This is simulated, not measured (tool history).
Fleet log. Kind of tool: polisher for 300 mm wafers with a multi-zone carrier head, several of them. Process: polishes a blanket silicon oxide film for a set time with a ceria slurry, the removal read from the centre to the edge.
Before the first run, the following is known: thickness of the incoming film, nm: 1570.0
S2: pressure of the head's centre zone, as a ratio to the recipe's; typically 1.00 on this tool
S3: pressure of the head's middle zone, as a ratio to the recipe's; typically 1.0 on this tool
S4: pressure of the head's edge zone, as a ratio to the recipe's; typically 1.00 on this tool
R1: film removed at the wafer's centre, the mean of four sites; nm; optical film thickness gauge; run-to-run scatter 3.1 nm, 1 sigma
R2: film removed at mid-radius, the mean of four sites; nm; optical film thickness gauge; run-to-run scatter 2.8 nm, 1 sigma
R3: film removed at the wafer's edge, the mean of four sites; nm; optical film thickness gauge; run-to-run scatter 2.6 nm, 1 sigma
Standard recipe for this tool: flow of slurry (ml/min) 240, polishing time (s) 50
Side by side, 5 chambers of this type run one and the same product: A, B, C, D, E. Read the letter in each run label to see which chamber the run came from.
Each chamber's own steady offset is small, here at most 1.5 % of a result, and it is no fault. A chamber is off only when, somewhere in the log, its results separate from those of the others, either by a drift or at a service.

At hour 2.6: chamber D: worn pad replaced by a new one.
Run 1C, hour 5.6: usual settings. Result: R1 248.71 nm, R2 243.14 nm, R3 247.19 nm.
Run 2A, hour 10.1: usual settings. Result: R1 249.05 nm, R2 247.20 nm, R3 245.44 nm.
Run 3D, hour 19.7: usual settings. Result: R1 238.23 nm, R2 249.07 nm, R3 246.58 nm.
At hour 21.4: chamber C: worn pad replaced by a new one.
At hour 22.6: chamber D: centre zone pressure recalibrated.
Run 4B, hour 26.4: usual settings. Result: R1 254.86 nm, R2 251.29 nm, R3 244.62 nm.
At hour 30.6: chamber B: slurry nozzle cleaned.
Run 5E, hour 34.2: usual settings. Result: R1 250.76 nm, R2 247.53 nm, R3 247.64 nm.
At hour 36.4: chamber B: worn pad replaced by a new one.
Run 6E, hour 41.7: usual settings. Result: R1 248.83 nm, R2 239.23 nm, R3 247.51 nm.
At hour 47.2: chamber A: slurry nozzle cleaned.
Run 7C, hour 49.6: usual settings but S3 0.9. Result: R1 242.60 nm, R2 227.29 nm, R3 250.13 nm.
At hour 53.2: chamber E: worn pad replaced by a new one.
Run 8D, hour 54.2: usual settings but S3 0.9. Result: R1 251.84 nm, R2 221.01 nm, R3 247.36 nm.
Run 9A, hour 60.4: usual settings but S3 0.9. Result: R1 246.19 nm, R2 221.40 nm, R3 244.10 nm.
At hour 60.7: chamber D: worn pad replaced by a new one.
Run 10B, hour 66.7: usual settings but S3 0.9. Result: R1 253.12 nm, R2 219.32 nm, R3 247.52 nm.
At hour 70.9: chamber A: worn pad replaced by a new one.
Run 11B, hour 73.3: usual settings but S3 0.9. Result: R1 252.40 nm, R2 221.96 nm, R3 247.12 nm.
Run 12C, hour 80.4: usual settings but flow of slurry (ml/min) 320, S4 1.09. Result: R1 252.65 nm, R2 253.89 nm, R3 265.99 nm.
At hour 87.7: chamber C: worn pad replaced by a new one.
Run 13A, hour 89.7: usual settings but flow of slurry (ml/min) 320, S4 1.09. Result: R1 250.96 nm, R2 251.76 nm, R3 260.92 nm.
Run 14E, hour 97.5: usual settings but flow of slurry (ml/min) 320, S4 1.09. Result: R1 259.65 nm, R2 257.83 nm, R3 262.98 nm.
Run 15D, hour 105.5: usual settings but flow of slurry (ml/min) 320, S4 1.09. Result: R1 257.55 nm, R2 254.55 nm, R3 263.10 nm.
At hour 112.6: chamber C: centre zone pressure recalibrated.
Run 16A, hour 112.9: usual settings but flow of slurry (ml/min) 320, S4 1.09. Result: R1 251.53 nm, R2 250.74 nm, R3 265.80 nm.
At hour 117.0: chamber D: worn pad replaced by a new one.
At hour 118.1: chamber D: slurry nozzle cleaned.
Run 17C, hour 118.7: usual settings. Result: R1 221.92 nm, R2 244.93 nm, R3 249.42 nm.
At hour 124.1: chamber E: worn pad replaced by a new one.
Run 18D, hour 125.9: usual settings. Result: R1 241.32 nm, R2 248.83 nm, R3 242.01 nm.
Run 19E, hour 133.6: usual settings but S2 0.92. Result: R1 230.66 nm, R2 248.79 nm, R3 245.71 nm.
At hour 137.8: chamber B: worn pad replaced by a new one.
At hour 139.5: chamber E: slurry nozzle cleaned.
Run 20B, hour 139.6: usual settings but S2 0.92. Result: R1 225.00 nm, R2 246.18 nm, R3 244.52 nm.
At hour 141.4: chamber C: worn pad replaced by a new one.
At hour 143.8: chamber A: worn pad replaced by a new one.
Run 21B, hour 146.4: usual settings but S2 0.92. Result: R1 225.34 nm, R2 244.15 nm, R3 250.22 nm.
Run 22A, hour 153.3: usual settings but S2 0.92. Result: R1 223.91 nm, R2 248.65 nm, R3 244.99 nm.
Run 23D, hour 159.9: usual settings but S2 0.92. Result: R1 227.29 nm, R2 246.87 nm, R3 244.80 nm.
Run 24C, hour 165.2: usual settings but flow of slurry (ml/min) 310, polishing time (s) 40. Result: R1 185.76 nm, R2 202.75 nm, R3 201.87 nm.
Run 25E, hour 170.6: usual settings but flow of slurry (ml/min) 310, polishing time (s) 40. Result: R1 205.52 nm, R2 200.57 nm, R3 197.54 nm.
At hour 177.4: chamber D: worn pad replaced by a new one.
Run 26D, hour 178.8: usual settings but flow of slurry (ml/min) 310, polishing time (s) 40. Result: R1 206.38 nm, R2 203.63 nm, R3 199.50 nm.
At hour 181.0: chamber E: worn pad replaced by a new one.
Run 27C, hour 185.5: usual settings but flow of slurry (ml/min) 310, polishing time (s) 40. Result: R1 183.84 nm, R2 204.07 nm, R3 204.98 nm.
Run 28B, hour 192.5: usual settings but flow of slurry (ml/min) 310, polishing time (s) 40. Result: R1 204.63 nm, R2 203.92 nm, R3 200.44 nm.
Run 29E, hour 201.4: usual settings. Result: R1 249.41 nm, R2 242.77 nm, R3 245.22 nm.
At hour 206.8: chamber B: centre zone pressure recalibrated.
At hour 207.4: chamber C: worn pad replaced by a new one.
Run 30A, hour 211.3: usual settings. Result: R1 250.03 nm, R2 244.78 nm, R3 244.76 nm.
Run 31E, hour 216.4: usual settings. Result: R1 249.83 nm, R2 243.74 nm, R3 250.19 nm.
Run 32D, hour 222.2: usual settings. Result: R1 239.48 nm, R2 250.93 nm, R3 249.15 nm.
At hour 228.6: chamber A: worn pad replaced by a new one.
Run 33C, hour 231.2: usual settings but S2 0.91, S4 0.96. Result: R1 203.34 nm, R2 248.03 nm, R3 238.54 nm.
Run 34A, hour 237.9: usual settings but S2 0.91, S4 0.96. Result: R1 224.24 nm, R2 246.43 nm, R3 238.91 nm.
At hour 241.4: chamber B: worn pad replaced by a new one.
Run 35B, hour 243.1: usual settings but S2 0.91, S4 0.96. Result: R1 225.77 nm, R2 242.63 nm, R3 241.38 nm.
At hour 247.3: chamber D: worn pad replaced by a new one.
At hour 247.5: chamber E: worn pad replaced by a new one.
Run 36B, hour 252.8: usual settings but S2 0.91, S4 0.96. Result: R1 224.33 nm, R2 245.28 nm, R3 237.51 nm.
At hour 254.8: chamber C: slurry nozzle cleaned.
Run 37A, hour 260.2: usual settings but S2 0.91, S4 0.96. Result: R1 221.27 nm, R2 247.31 nm, R3 238.42 nm.
At hour 264.8: chamber C: worn pad replaced by a new one.
Run 38E, hour 266.7: usual settings. Result: R1 250.36 nm, R2 246.32 nm, R3 248.97 nm.
At hour 274.7: chamber C: edge zone pressure recalibrated.
Run 39C, hour 275.6: usual settings but S2 0.92, S4 1.04. Result: R1 205.41 nm, R2 241.91 nm, R3 254.37 nm.
Run 40D, hour 283.1: usual settings but S2 0.92, S4 1.04. Result: R1 223.73 nm, R2 250.73 nm, R3 249.15 nm.
Run 41A, hour 293.1: usual settings but S2 0.92, S4 1.04. Result: R1 227.77 nm, R2 242.70 nm, R3 253.20 nm.
Run 42D, hour 298.5: usual settings but S2 0.92, S4 1.04. Result: R1 230.64 nm, R2 248.22 nm, R3 249.18 nm.
Run 43C, hour 305.0: usual settings but S2 0.92, S4 1.04. Result: R1 209.21 nm, R2 246.81 nm, R3 257.71 nm.

Has any chamber moved away from the others, gradually or after a service, or does the common gauge drift, or do the chambers differ only by their own small steady offsets? State the chamber and the most likely cause if one applies.

A service on chamber C put it out of line with the rest.
Cause: centre zone's pressure below its setpoint, % = 7.78.

Which of the 4 candidates below, each the usual settings with something changed and its results left as question marks, puts chamber C back in line with what the other chambers give on the usual settings?
Counts as in line when no further than this from what the other chambers average on the usual settings: R1 11.00 nm; R2 9.90 nm; R3 9.10 nm
Run 44C-1, hour 312.3: usual settings but flow of slurry (ml/min) 245, S2 1.08, S3 0.98, S4 0.97. Result: R1 ?, R2 ?, R3 ?.
Run 44C-2, hour 312.3: usual settings but flow of slurry (ml/min) 250, S2 1.15, S3 0.97, S4 0.95, polishing time (s) 51. Result: R1 ?, R2 ?, R3 ?.
Run 44C-3, hour 312.3: usual settings but flow of slurry (ml/min) 235, S2 0.92, S3 1.02, S4 1.03. Result: R1 ?, R2 ?, R3 ?.
Run 44C-4, hour 312.3: usual settings but flow of slurry (ml/min) 230, S2 0.86, S3 1.03, S4 1.05, polishing time (s) 49. Result: R1 ?, R2 ?, R3 ?.

The mean the other chambers reach with the usual settings: R1 247.62 nm; R2 246.06 nm; R3 246.22 nm
  run      R1      R2      R3
44C-1  245.73  243.72  243.21
44C-2  269.37  246.74  245.88
44C-3  204.23  251.86  249.95
44C-4  184.83  248.49  246.97
With 44C-1, the chamber falls back in line with the rest.

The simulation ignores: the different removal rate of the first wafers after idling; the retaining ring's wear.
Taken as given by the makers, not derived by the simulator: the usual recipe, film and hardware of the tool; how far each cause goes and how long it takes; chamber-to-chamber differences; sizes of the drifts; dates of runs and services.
